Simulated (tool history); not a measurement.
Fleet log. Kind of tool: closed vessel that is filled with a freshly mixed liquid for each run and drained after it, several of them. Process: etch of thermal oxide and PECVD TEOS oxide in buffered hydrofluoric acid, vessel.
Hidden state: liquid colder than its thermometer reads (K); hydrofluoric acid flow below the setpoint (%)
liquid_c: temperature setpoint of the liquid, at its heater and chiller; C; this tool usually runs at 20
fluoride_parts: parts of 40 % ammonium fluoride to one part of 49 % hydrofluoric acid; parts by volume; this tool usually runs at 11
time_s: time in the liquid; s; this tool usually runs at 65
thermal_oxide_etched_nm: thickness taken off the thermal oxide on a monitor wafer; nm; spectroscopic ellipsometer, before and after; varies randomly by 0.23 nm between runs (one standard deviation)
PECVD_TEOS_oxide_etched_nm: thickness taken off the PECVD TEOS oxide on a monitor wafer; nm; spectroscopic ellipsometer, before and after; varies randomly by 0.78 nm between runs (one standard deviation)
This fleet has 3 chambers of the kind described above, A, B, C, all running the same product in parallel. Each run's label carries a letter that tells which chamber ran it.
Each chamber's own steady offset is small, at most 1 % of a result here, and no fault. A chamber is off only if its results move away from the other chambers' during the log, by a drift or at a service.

run   hour  liquid_c  fluoride_parts  time_s  hours since the thermometer was replaced  hours since the hydrofluoric acid flow meter was replaced  read-back film thickness of the thermal oxide reference wafer, read on the same gauge (nm)  read-back film thickness of the PECVD TEOS oxide reference wafer, read on the same gauge (nm)  thermal_oxide_etched_nm  PECVD_TEOS_oxide_etched_nm
 1A    4.9        20              11      65                                      36.5                                                       2028                                                                                      69.941                                                                                         49.994                   56.498                      100.22
 2B    9.2        20              11      65                                    1851.4                                                        319                                                                                      69.984                                                                                         49.998                   56.267                       99.32
 3C   12.9        20              11      65                                     179.5                                                     1196.3                                                                                      70.014                                                                                         49.994                   56.144                      99.709
 4C   16.4        20              11      65                                       183                                                     1199.8                                                                                      70.002                                                                                         49.979                   56.792                      101.31
 5B     21        20              11      35                                    1863.2                                                      330.8                                                                                      70.023                                                                                             50                   30.259                      53.521
 6A   25.4        20              11      35                                        57                                                     2048.5                                                                                      70.013                                                                                         49.998                   30.373                      53.854
 7A   30.9        20              11      35                                      62.5                                                       2054                                                                                      69.998                                                                                         49.998                   30.504                      54.423
 8C   34.7        20              11      65                                     201.3                                                     1218.1                                                                                      70.007                                                                                          50.03                   56.028                      99.873
 9B   38.4        20              11      65                                    1880.6                                                      348.2                                                                                      69.963                                                                                         50.011                   56.003                      100.16
10B   43.2        20              11      65                                    1885.4                                                        353                                                                                      69.995                                                                                         50.018                   55.709                      100.47
11C     47        20              11      65                                     213.6                                                     1230.4                                                                                      69.974                                                                                         49.986                   56.377                      101.44
12A   50.9      22.5             7.5      65                                      82.5                                                       2074                                                                                      70.025                                                                                         50.001                   92.588                      165.31
13C   54.9      22.5             7.5      65                                     221.5                                                     1238.3                                                                                      69.996                                                                                         50.027                   92.717                      164.75
        56  -- chamber A: hydrofluoric acid flow meter replaced
14A   59.2      22.5             7.5      65                                      90.8                                                        3.3                                                                                      70.012                                                                                         49.989                   92.616                      163.28
15B   64.6        20              11      65                                    1906.8                                                      374.4                                                                                      70.004                                                                                         49.979                   55.765                      98.121
16B     69        20              11      65                                    1911.2                                                      378.8                                                                                      69.988                                                                                         50.007                   55.878                      99.886
17A     72      24.5              13      65                                     103.6                                                       16.1                                                                                      69.981                                                                                         50.022                   61.924                       109.4
18C   74.9      24.5              13      65                                     241.5                                                     1258.3                                                                                      69.985                                                                                         50.004                   60.754                      109.87
19B     78      24.5              13      65                                    1920.2                                                      387.8                                                                                      69.977                                                                                         50.002                   61.009                       107.6
20C   81.4        20               9      80                                       248                                                     1264.8                                                                                      70.013                                                                                         49.994                   81.348                      145.38
21A   86.5        20               9      80                                     118.1                                                       30.6                                                                                          70                                                                                         50.001                   81.508                      143.68
22B   91.6        20               9      80                                    1933.8                                                      401.4                                                                                      69.971                                                                                         50.007                   81.415                      144.35
23C   96.1        20            13.5      95                                     262.7                                                     1279.5                                                                                       69.97                                                                                         50.008                   67.401                      121.05
24A  100.2        20            13.5      95                                     131.8                                                       44.3                                                                                      70.021                                                                                         50.013                   67.089                      120.86
25C    104        20            13.5      95                                     270.6                                                     1287.4                                                                                       69.99                                                                                         49.994                   67.121                       120.1
26A  107.7        20              11      65                                     139.3                                                       51.8                                                                                      70.014                                                                                         49.994                   56.417                      99.432
27B  111.7        20              11      65                                    1953.9                                                      421.5                                                                                      69.991                                                                                         50.002                   55.991                      98.386
28A  114.2        20              11      65                                     145.8                                                       58.3                                                                                      70.053                                                                                         50.009                   56.645                      100.74
29C  118.9        20              11      65                                     285.5                                                     1302.3                                                                                      69.997                                                                                         49.997                   56.264                      99.461
30B  123.3        22              11      80                                    1965.5                                                      433.1                                                                                      69.969                                                                                         50.006                   77.152                      137.75
     128.6  -- chamber B: thermometer replaced
31B  128.8        22              11      80                                       0.3                                                      438.6                                                                                      70.003                                                                                         49.985                    76.77                      137.43
32C  133.6        22              11      80                                     300.2                                                       1317                                                                                      70.012                                                                                         49.993                   76.877                      137.76
33A    138        20              11      65                                     169.6                                                       82.1                                                                                      69.976                                                                                         49.967                   56.175                      98.993
34C  143.1        20              11      65                                     309.7                                                     1326.5                                                                                      69.972                                                                                         50.003                   56.332                      98.099
35A    146        20              11      65                                     177.6                                                       90.1                                                                                      70.013                                                                                         50.021                   56.837                      100.94

Next, all 3 chambers run the settings below, one line each with question marks for the results. What does each chamber give?
36A  149.9        20              11      45                                                                                                                                                                                                                                                                                                                        ?                           ?
36B  149.9        20              11      45                                                                                                                                                                                                                                                                                                                        ?                           ?
36C  149.9        20              11      45                                                                                                                                                                                                                                                                                                                        ?                           ?

run  thermal_oxide_etched_nm  PECVD_TEOS_oxide_etched_nm
36A                    38.81                      67.751
36B                   38.563                      69.894
36C                    38.87                      69.736
